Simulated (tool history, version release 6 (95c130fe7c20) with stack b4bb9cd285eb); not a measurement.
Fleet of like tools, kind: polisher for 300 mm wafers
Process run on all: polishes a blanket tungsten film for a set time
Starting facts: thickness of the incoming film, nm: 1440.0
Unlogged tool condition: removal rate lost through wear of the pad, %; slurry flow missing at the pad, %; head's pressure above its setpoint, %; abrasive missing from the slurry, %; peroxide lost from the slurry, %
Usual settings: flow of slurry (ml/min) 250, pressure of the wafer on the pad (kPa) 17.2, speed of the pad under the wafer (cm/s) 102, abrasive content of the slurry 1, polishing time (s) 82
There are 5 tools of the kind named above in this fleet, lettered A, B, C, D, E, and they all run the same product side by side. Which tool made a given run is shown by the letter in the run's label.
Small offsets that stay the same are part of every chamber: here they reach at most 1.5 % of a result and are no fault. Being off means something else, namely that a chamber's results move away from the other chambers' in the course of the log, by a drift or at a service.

run	hour	flow of slurry (ml/min)	pressure of the wafer on the pad (kPa)	speed of the pad under the wafer (cm/s)	abrasive content of the slurry	polishing time (s)	wafers polished on this pad	hours since the slurry nozzle was cleaned	hours since the head pressure was calibrated	hours since the slurry blender was calibrated	hours since the slurry got fresh peroxide	film removed (Å)
1A	5.2	250	17.2	102	1	82	542	386.7	79.6	89.1	57.3	2554.9
# hour 9.2: chamber E: slurry nozzle cleaned
# hour 11.9: chamber E: slurry blender recalibrated
2D	11.9	250	17.2	102	1	82	1020	161.9	110.7	101.3	131.9	2568.1
3B	18.2	250	17.2	102	1	82	862	667.6	708.8	105.7	136.9	2498.1
4E	22.2	250	17.2	102	1	82	1150	13.1	536.2	10.3	79.2	2541.1
# hour 22.8: chamber D: slurry tank refilled with fresh slurry and peroxide
# hour 23.3: chamber B: slurry blender recalibrated
# hour 23.5: chamber A: slurry blender recalibrated
# hour 25.4: chamber B: slurry tank refilled with fresh slurry and peroxide
5C	26.7	250	22.1	102	1	104	364	212.1	1003.9	171.9	42.8	4135.8
6A	32.4	250	22.1	102	1	104	770	413.9	106.8	9	84.5	4244.5
7D	37.6	250	22.1	102	1	104	1235	187.6	136.4	127	14.9	4212.6
8E	41.8	250	22.1	102	1	104	1314	32.7	555.8	29.9	98.8	4140.9
9C	46.4	250	22.1	102	1	104	529	231.8	1023.6	191.6	62.5	4093.3
10B	53.3	250	17.2	102	1	82	1156	702.7	743.9	30	28	2557
# hour 53.4: chamber C: worn pad replaced by a new one
11A	60	250	17.2	102	1	82	1001	441.5	134.4	36.6	112.1	2564.1
# hour 60.6: chamber B: worn pad replaced by a new one
# hour 65.4: chamber A: slurry tank refilled with fresh slurry and peroxide
12C	66.2	250	17.2	102	1	82	107	251.6	1043.4	211.4	82.3	2536.3
# hour 68.8: chamber D: worn pad replaced by a new one
13D	71.8	250	17.2	102	1	82	25	221.8	170.6	161.2	49.1	2530.3
# hour 73.9: chamber E: worn pad replaced by a new one
# hour 75.1: chamber E: slurry tank refilled with fresh slurry and peroxide
14E	79.7	250	17.2	102	1	82	49	70.6	593.7	67.8	4.6	2557
15B	87.5	250	17.2	102	1	82	225	736.9	778.1	64.2	62.2	2544.2
16C	92.6	250	17.2	102	1	82	328	278	1069.8	237.8	108.7	2548.9
17A	96.6	195	17.2	102	1	82	1307	478.1	171	73.2	31.2	2455.7
# hour 100.1: chamber C: slurry tank refilled with fresh slurry and peroxide
18E	104.6	195	17.2	102	1	82	257	95.5	618.6	92.7	29.5	2492.6
19D	111.6	195	17.2	102	1	82	358	261.6	210.4	201	88.9	2479.7
20B	120.2	195	17.2	102	1	82	499	769.6	810.8	96.9	94.9	2477
21D	124.5	195	17.2	102	1	82	466	274.5	223.3	213.9	101.8	2483.9
# hour 125.1: chamber A: worn pad replaced by a new one
# hour 128.2: chamber A: slurry blender recalibrated
22C	132.7	250	17.2	102	1	82	663	318.1	1109.9	277.9	32.6	2589.9
# hour 133.6: chamber C: worn pad replaced by a new one
23E	137.4	250	17.2	102	1	82	532	128.3	651.4	125.5	62.3	2542.6
24A	143.6	250	17.2	102	1	82	154	525.1	218	15.5	78.2	2563.2
# hour 146.1: chamber B: slurry blender recalibrated
25B	151.6	250	17.2	102	1	82	761	801	842.2	5.6	126.3	2559.2
# hour 151.8: chamber B: slurry nozzle cleaned
# hour 152: chamber D: slurry blender recalibrated
# hour 152.4: chamber C: head pressure recalibrated
26A	158	250	17.2	102	1	82	275	539.5	232.4	29.9	92.6	2574
27E	162.4	285	17.2	102	1	82	741	153.3	676.4	150.5	87.3	2593.6
28D	167	285	17.2	102	1	82	822	317	265.8	15.1	144.3	2556.3
# hour 167.9: chamber D: slurry tank refilled with fresh slurry and peroxide
# hour 170.7: chamber A: slurry nozzle cleaned
29B	172.5	285	17.2	102	1	82	936	20.8	863.1	26.5	147.2	2543
# hour 178: chamber B: slurry tank refilled with fresh slurry and peroxide
30C	179.6	285	17.2	102	1	82	385	365	27.3	324.8	79.5	2567.1
# hour 180.7: chamber A: slurry tank refilled with fresh slurry and peroxide
31B	187.4	285	17.2	102	1	82	1061	35.7	878	41.4	9.5	2546
32E	194.7	250	17.2	102	1	82	1011	185.6	708.7	182.8	119.6	2641.7
# hour 200.5: chamber B: worn pad replaced by a new one
33D	200.7	250	17.2	102	1	82	1104	350.7	299.5	48.8	32.8	2581.4
34A	206.2	250	17.2	102	1	82	678	35.6	280.6	78.1	25.6	2531.7
# hour 207.6: chamber E: slurry tank refilled with fresh slurry and peroxide
35C	210.3	250	17.2	102	1	82	642	395.7	58	355.5	110.2	2551.3
# hour 210.7: chamber C: worn pad replaced by a new one
36D	215.8	250	17.2	102	1	82	1230	365.8	314.6	63.9	47.9	2555.6
37A	221.3	250	17.2	102	1	82	805	50.7	295.7	93.2	40.7	2589.1
38C	228	250	17.2	102	1	82	145	413.4	75.7	373.2	127.9	2495.5
# hour 229.1: chamber C: slurry tank refilled with fresh slurry and peroxide
# hour 229.8: chamber E: worn pad replaced by a new one
# hour 234.2: chamber C: slurry blender recalibrated
39E	234.7	250	17.2	102	1	82	41	225.6	748.7	222.8	27.2	2536.1
40B	240.1	250	17.2	102	1	82	332	88.4	930.7	94.1	62.2	2554.8
41D	244.3	250	17.2	102	1	82	1469	394.3	343.1	92.4	76.4	2576.6
42C	252.5	250	17.2	102	1	82	350	437.9	100.2	18.4	23.5	2562.6

All chambers now run identical settings, listed one chamber a line with results as question marks. What results will each chamber show?
43A	258.7	250	17.2	102	1	82						?
43B	258.7	250	17.2	102	1	82						?
43C	258.7	250	17.2	102	1	82						?
43D	258.7	250	17.2	102	1	82						?
43E	258.7	250	17.2	102	1	82						?

run	film removed (Å)
43A	2592.8
43B	2528.3
43C	2590.8
43D	2582.5
43E	2653.1
